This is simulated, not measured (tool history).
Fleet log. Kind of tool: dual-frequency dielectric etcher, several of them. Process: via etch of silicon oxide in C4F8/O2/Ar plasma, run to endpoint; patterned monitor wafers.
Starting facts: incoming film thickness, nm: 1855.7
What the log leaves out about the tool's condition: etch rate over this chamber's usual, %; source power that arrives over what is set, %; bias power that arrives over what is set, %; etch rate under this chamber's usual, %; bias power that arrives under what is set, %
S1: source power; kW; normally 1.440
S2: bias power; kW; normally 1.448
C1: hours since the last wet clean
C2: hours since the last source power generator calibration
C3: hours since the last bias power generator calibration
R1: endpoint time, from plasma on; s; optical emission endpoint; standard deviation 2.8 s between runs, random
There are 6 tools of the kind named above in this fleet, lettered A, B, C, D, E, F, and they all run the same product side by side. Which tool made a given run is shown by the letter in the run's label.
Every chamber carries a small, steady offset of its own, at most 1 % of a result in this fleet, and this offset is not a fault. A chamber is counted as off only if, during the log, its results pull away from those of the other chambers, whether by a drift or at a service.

run   hour     S1     S2     C1      C2      C3      R1
 1A    8.7  1.440  1.448  102.7   973.0   414.1  461.66
 2E   23.2  1.440  1.448   82.3  1077.8  1772.8  459.02
 3C   36.4  1.440  1.448  488.2  1649.5  2417.6  455.85
 4F   49.5  1.440  1.448  425.3  2355.0  4094.9  455.36
      50.6  -- chamber C: wet clean of the chamber
 5D   60.7  1.440  1.448  556.0  2743.9  2384.0  461.13
 6B   68.0  1.440  1.448  247.6   819.8  1343.5  452.77
 7A   81.4  1.440  1.448  175.4  1045.7   486.8  460.47
 8D   91.0  1.440  1.448  586.3  2774.2  2414.3  463.38
 9C  101.9  1.440  1.448   51.3  1715.0  2483.1  459.58
10E  109.2  1.440  1.448  168.3  1163.8  1858.8  461.11
     119.1  -- chamber D: wet clean of the chamber
11B  121.2  1.440  1.448  300.8   873.0  1396.7  460.76
12F  132.6  1.440  1.448  508.4  2438.1  4178.0  453.14
     137.6  -- chamber B: wet clean of the chamber
13B  146.3  1.440  1.448    8.8   898.1  1421.8  468.86
14D  158.4  1.440  1.448   39.3  2841.6  2481.7  460.98
15C  167.6  1.440  1.448  117.0  1780.7  2548.8  459.06
16E  179.8  1.640  1.448  238.9  1234.4  1929.4  432.66
17F  187.3  1.640  1.448  563.1  2492.8  4232.7  427.10
18A  194.7  1.640  1.448  288.7  1159.0   600.1  439.67
19C  205.0  1.640  1.448  154.4  1818.1  2586.2  432.51
20F  213.9  1.640  1.448  589.7  2519.4  4259.3  426.16
21E  224.0  1.640  1.448  283.1  1278.6  1973.6  433.47
22D  237.3  1.440  1.448  118.2  2920.5  2560.6  464.55
     244.9  -- chamber F: wet clean of the chamber
23B  245.4  1.440  1.448  107.9   997.2  1520.9  466.78
24A  252.8  1.440  1.448  346.8  1217.1   658.2  457.45
25A  266.5  1.440  1.448  360.5  1230.8   671.9  454.50
     268.6  -- chamber C: source power generator calibrated
26B  274.9  1.440  1.448  137.4  1026.7  1550.4  471.70
27D  288.2  1.440  1.448  169.1  2971.4  2611.5  465.45
28C  299.9  1.440  1.448  249.3    31.3  2681.1  456.08
29F  310.6  1.440  1.448   65.7  2616.1  4356.0  449.87
     320.3  -- chamber E: wet clean of the chamber
30E  322.9  1.440  1.448    2.7  1377.5  2072.5  449.17
31D  330.1  1.440  1.448  211.0  3013.3  2653.4  464.40
32F  339.9  1.650  1.448   95.0  2645.4  4385.3  427.73
33C  353.7  1.650  1.448  303.1    85.1  2734.9  432.74
34B  367.2  1.650  1.448  229.7  1119.0  1642.7  444.38
35E  378.9  1.650  1.448   58.7  1433.5  2128.5  431.45
36A  387.6  1.650  1.448  481.6  1351.9   793.0  432.35

Next, all 6 chambers run the settings below, one line each with question marks for the results. What does each chamber give?
37A  397.9  1.440  1.448               ?
37B  397.9  1.440  1.448               ?
37C  397.9  1.440  1.448               ?
37D  397.9  1.440  1.448               ?
37E  397.9  1.440  1.448               ?
37F  397.9  1.440  1.448               ?

run      R1
37A  462.70
37B  466.61
37C  452.18
37D  463.12
37E  455.07
37F  449.73
